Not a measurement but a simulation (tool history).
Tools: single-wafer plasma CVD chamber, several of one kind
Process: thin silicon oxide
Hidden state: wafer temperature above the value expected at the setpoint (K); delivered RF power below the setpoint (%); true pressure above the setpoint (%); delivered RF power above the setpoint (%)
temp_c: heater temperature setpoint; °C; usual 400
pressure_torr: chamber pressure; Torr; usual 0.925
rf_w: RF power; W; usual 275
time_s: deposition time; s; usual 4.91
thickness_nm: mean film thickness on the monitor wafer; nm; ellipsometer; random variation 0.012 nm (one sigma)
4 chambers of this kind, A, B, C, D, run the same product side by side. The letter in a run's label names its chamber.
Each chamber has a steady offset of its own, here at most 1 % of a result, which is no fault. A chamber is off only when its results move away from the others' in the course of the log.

run,hour,temp_c,pressure_torr,rf_w,time_s,hours since the last thermocouple change,hours since the last RF generator calibration,hours since the last manometer calibration,"read-back reference wafer on the same gauge, thickness_nm",thickness_nm
1C,6.7,400,0.925,275,4.91,1150.4,536.4,857.7,11.418,9.7917
2A,11.6,400,0.925,275,4.91,754.6,577.4,1924.0,11.416,9.8897
3D,17.7,400,0.925,275,4.91,358.8,2564.8,73.8,11.418,9.8422
4B,22.8,400,0.925,275,4.91,100.3,2610.2,1700.8,11.412,9.8600
5A,26.2,400,0.925,275,4.91,769.2,592.0,1938.6,11.411,9.9177
6B,29.5,400,1.042,235,4.91,107.0,2616.9,1707.5,11.410,10.0320
7D,33.2,400,1.042,235,4.91,374.3,2580.3,89.3,11.407,9.9977
8C,39.9,400,1.042,235,4.91,1183.6,569.6,890.9,11.408,9.9790
9D,45.2,400,1.042,235,4.91,386.3,2592.3,101.3,11.403,9.9958
10B,51.2,400,0.925,275,4.91,128.7,2638.6,1729.2,11.402,9.8512
11A,55.0,400,0.925,275,4.91,798.0,620.8,1967.4,11.403,9.8741
12C,58.1,400,0.925,275,4.91,1201.8,587.8,909.1,11.402,9.7971
13B,64.4,405,0.925,275,4.91,141.9,2651.8,1742.4,11.398,9.8059
14C,70.9,405,0.925,275,4.91,1214.6,600.6,921.9,11.395,9.7362
15D,77.2,405,0.925,275,4.91,418.3,2624.3,133.3,11.397,9.7768
16A,83.7,405,0.925,275,4.91,826.7,649.5,1996.1,11.392,9.8685
17C,87.9,400,0.925,275,4.91,1231.6,617.6,938.9,11.395,9.7624
18A,94.3,400,0.925,275,4.91,837.3,660.1,2006.7,11.394,9.8850
19D,99.0,400,0.925,275,4.91,440.1,2646.1,155.1,11.394,9.8227
20B,106.0,400,0.925,275,4.91,183.5,2693.4,1784.0,11.391,9.8187
21A,111.0,400,0.925,275,4.91,854.0,676.8,2023.4,11.387,9.8643
22C,115.5,400,0.925,275,4.91,1259.2,645.2,966.5,11.384,9.7769
23B,119.4,400,0.925,275,4.91,196.9,2706.8,1797.4,11.380,9.8412
24D,124.8,400,0.925,275,4.91,465.9,2671.9,180.9,11.379,9.8087
25D,128.4,400,0.925,275,4.91,469.5,2675.5,184.5,11.378,9.7868
26B,133.0,400,0.925,275,4.91,210.5,2720.4,1811.0,11.380,9.8337
27C,139.1,400,0.925,275,4.91,1282.8,668.8,990.1,11.378,9.7564
28A,142.7,400,0.925,275,4.91,885.7,708.5,2055.1,11.373,9.8659
29B,146.6,400,0.925,275,4.91,224.1,2734.0,1824.6,11.377,9.8001
30A,150.1,400,0.925,275,4.91,893.1,715.9,2062.5,11.371,9.8561
31D,154.0,410,0.728,275,4.91,495.1,2701.1,210.1,11.374,7.8062
32C,157.0,410,0.728,275,4.91,1300.7,686.7,1008.0,11.370,7.8140
33A,161.6,410,0.728,275,4.91,904.6,727.4,2074.0,11.369,7.8863
34C,166.7,410,0.728,275,4.91,1310.4,696.4,1017.7,11.368,7.7990
35B,170.5,400,0.925,275,4.91,248.0,2757.9,1848.5,11.369,9.8019
36D,176.8,400,0.925,275,4.91,517.9,2723.9,232.9,11.365,9.7630

Next, every chamber runs the same settings. What will each give?
37A,181.8,400,0.925,275,4.91,,,,,?
37B,181.8,400,0.925,275,4.91,,,,,?
37C,181.8,400,0.925,275,4.91,,,,,?
37D,181.8,400,0.925,275,4.91,,,,,?

run,thickness_nm
37A,9.8338
37B,9.8095
37C,9.7480
37D,9.7855
